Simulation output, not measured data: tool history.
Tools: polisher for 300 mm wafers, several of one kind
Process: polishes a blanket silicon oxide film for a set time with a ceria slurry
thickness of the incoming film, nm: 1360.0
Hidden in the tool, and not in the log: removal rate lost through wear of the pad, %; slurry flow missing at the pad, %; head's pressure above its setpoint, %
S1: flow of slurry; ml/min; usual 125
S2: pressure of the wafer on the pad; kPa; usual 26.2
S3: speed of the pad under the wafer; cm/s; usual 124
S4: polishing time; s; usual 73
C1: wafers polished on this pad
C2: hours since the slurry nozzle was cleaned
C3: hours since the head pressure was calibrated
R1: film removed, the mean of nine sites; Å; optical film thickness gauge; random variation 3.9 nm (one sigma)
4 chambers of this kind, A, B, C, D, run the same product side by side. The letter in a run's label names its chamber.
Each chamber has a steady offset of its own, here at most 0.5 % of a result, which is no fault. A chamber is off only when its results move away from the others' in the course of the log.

-- hour=6.9 chamber C: worn pad replaced by a new one
run 1B hour=11.3 | S1=125 S2=26.2 S3=124 S4=73 | C1=164 C2=246.1 C3=472.8 | R1=4184.5
-- hour=19.7 chamber C: slurry nozzle cleaned
run 2A hour=25.9 | S1=125 S2=26.2 S3=124 S4=73 | C1=454 C2=291.6 C3=209.6 | R1=4193.5
run 3C hour=36.1 | S1=125 S2=26.2 S3=124 S4=73 | C1=193 C2=16.4 C3=785.3 | R1=4198.7
run 4D hour=48.2 | S1=125 S2=26.2 S3=124 S4=73 | C1=482 C2=443.8 C3=499.7 | R1=4185.4
run 5C hour=58.7 | S1=125 S2=26.2 S3=124 S4=73 | C1=343 C2=39.0 C3=807.9 | R1=4180.8
run 6D hour=68.4 | S1=125 S2=26.2 S3=124 S4=73 | C1=615 C2=464.0 C3=519.9 | R1=4149.3
run 7B hour=76.9 | S1=125 S2=26.2 S3=124 S4=73 | C1=598 C2=311.7 C3=538.4 | R1=4179.5
-- hour=82.3 chamber A: worn pad replaced by a new one
-- hour=87.1 chamber B: worn pad replaced by a new one
run 8A hour=88.5 | S1=125 S2=26.2 S3=124 S4=73 | C1=41 C2=354.2 C3=272.2 | R1=4156.2
run 9A hour=96.5 | S1=125 S2=26.2 S3=124 S4=73 | C1=94 C2=362.2 C3=280.2 | R1=4177.8
run 10B hour=110.0 | S1=125 S2=26.2 S3=124 S4=73 | C1=151 C2=344.8 C3=571.5 | R1=4168.1
run 11D hour=117.8 | S1=125 S2=26.2 S3=124 S4=73 | C1=942 C2=513.4 C3=569.3 | R1=4205.1
-- hour=123.9 chamber C: worn pad replaced by a new one
-- hour=124.9 chamber D: worn pad replaced by a new one
run 12C hour=129.0 | S1=125 S2=26.2 S3=124 S4=73 | C1=34 C2=109.3 C3=878.2 | R1=4204.5
-- hour=136.0 chamber A: slurry nozzle cleaned
run 13B hour=143.7 | S1=125 S2=26.2 S3=124 S4=73 | C1=374 C2=378.5 C3=605.2 | R1=4100.5
run 14C hour=155.2 | S1=125 S2=20.7 S3=86 S4=73 | C1=207 C2=135.5 C3=904.4 | R1=2307.7
run 15A hour=166.5 | S1=125 S2=20.7 S3=86 S4=73 | C1=557 C2=30.5 C3=350.2 | R1=2292.1
run 16D hour=175.8 | S1=125 S2=20.7 S3=86 S4=73 | C1=336 C2=571.4 C3=627.3 | R1=2324.7
-- hour=180.2 chamber B: worn pad replaced by a new one
run 17A hour=187.9 | S1=125 S2=20.7 S3=86 S4=73 | C1=698 C2=51.9 C3=371.6 | R1=2274.4
run 18D hour=199.4 | S1=125 S2=26.2 S3=124 S4=73 | C1=493 C2=595.0 C3=650.9 | R1=4138.5
-- hour=200.3 chamber A: worn pad replaced by a new one
run 19B hour=208.4 | S1=125 S2=26.2 S3=124 S4=73 | C1=186 C2=443.2 C3=669.9 | R1=4059.5
-- hour=212.7 chamber B: head pressure recalibrated
run 20C hour=221.4 | S1=125 S2=26.2 S3=124 S4=73 | C1=645 C2=201.7 C3=970.6 | R1=4136.5
run 21B hour=230.6 | S1=125 S2=26.2 S3=124 S4=73 | C1=333 C2=465.4 C3=17.9 | R1=4033.7
run 22D hour=244.9 | S1=125 S2=26.2 S3=124 S4=73 | C1=794 C2=640.5 C3=696.4 | R1=4114.6
-- hour=246.8 chamber A: head pressure recalibrated
-- hour=251.1 chamber C: worn pad replaced by a new one
run 23C hour=253.3 | S1=125 S2=26.2 S3=124 S4=73 | C1=15 C2=233.6 C3=1002.5 | R1=4191.8
run 24A hour=266.2 | S1=125 S2=26.2 S3=124 S4=73 | C1=436 C2=130.2 C3=19.5 | R1=4217.8
-- hour=270.7 chamber B: worn pad replaced by a new one
-- hour=270.9 chamber D: worn pad replaced by a new one
run 25B hour=273.6 | S1=125 S2=26.2 S3=124 S4=73 | C1=19 C2=508.4 C3=60.9 | R1=4031.4
run 26C hour=286.0 | S1=125 S2=17.9 S3=124 S4=73 | C1=231 C2=266.3 C3=1035.2 | R1=2830.7
run 27A hour=296.0 | S1=125 S2=17.9 S3=124 S4=73 | C1=633 C2=160.0 C3=49.3 | R1=2830.7
run 28D hour=308.6 | S1=125 S2=17.9 S3=124 S4=73 | C1=249 C2=704.2 C3=760.1 | R1=2858.0
-- hour=313.0 chamber A: worn pad replaced by a new one
run 29A hour=319.4 | S1=125 S2=17.9 S3=124 S4=73 | C1=42 C2=183.4 C3=72.7 | R1=2841.1
run 30C hour=328.3 | S1=125 S2=26.2 S3=124 S4=73 | C1=511 C2=308.6 C3=1077.5 | R1=4149.7
run 31D hour=337.6 | S1=125 S2=26.2 S3=124 S4=73 | C1=441 C2=733.2 C3=789.1 | R1=4163.8
run 32B hour=352.1 | S1=125 S2=26.2 S3=124 S4=73 | C1=538 C2=586.9 C3=139.4 | R1=4001.6
-- hour=352.6 chamber B: worn pad replaced by a new one
run 33B hour=359.0 | S1=125 S2=26.2 S3=124 S4=73 | C1=42 C2=593.8 C3=146.3 | R1=3886.8

What goes on in this fleet: one chamber off, a drifting gauge, or nothing beyond the chambers' own small offsets? Name the chamber and the cause, if any.

Chamber B drifts away from the others.
Cause: slurry flow missing at the pad, % = 23.4.

Here are 4 candidates for chamber B's next run, each the usual settings with a change, their results left as question marks. Which one brings its results back in line with what the others give on the usual settings?
In line means no further than this from the other chambers' mean on the usual settings: R1 140.0 Å
run 34B-1 hour=369.7 | S1=100 S2=26.2 S3=124 S4=73 | R1=?
run 34B-2 hour=369.7 | S1=125 S2=26.9 S3=128 S4=73 | R1=?
run 34B-3 hour=369.7 | S1=125 S2=23.4 S3=124 S4=73 | R1=?
run 34B-4 hour=369.7 | S1=125 S2=26.2 S3=124 S4=82 | R1=?

The other chambers' mean on the usual settings: R1 4156.2 Å
run=34B-1 R1=3692.6
run=34B-2 R1=4174.3
run=34B-3 R1=3516.2
run=34B-4 R1=4422.1
34B-2 brings the chamber back in line.
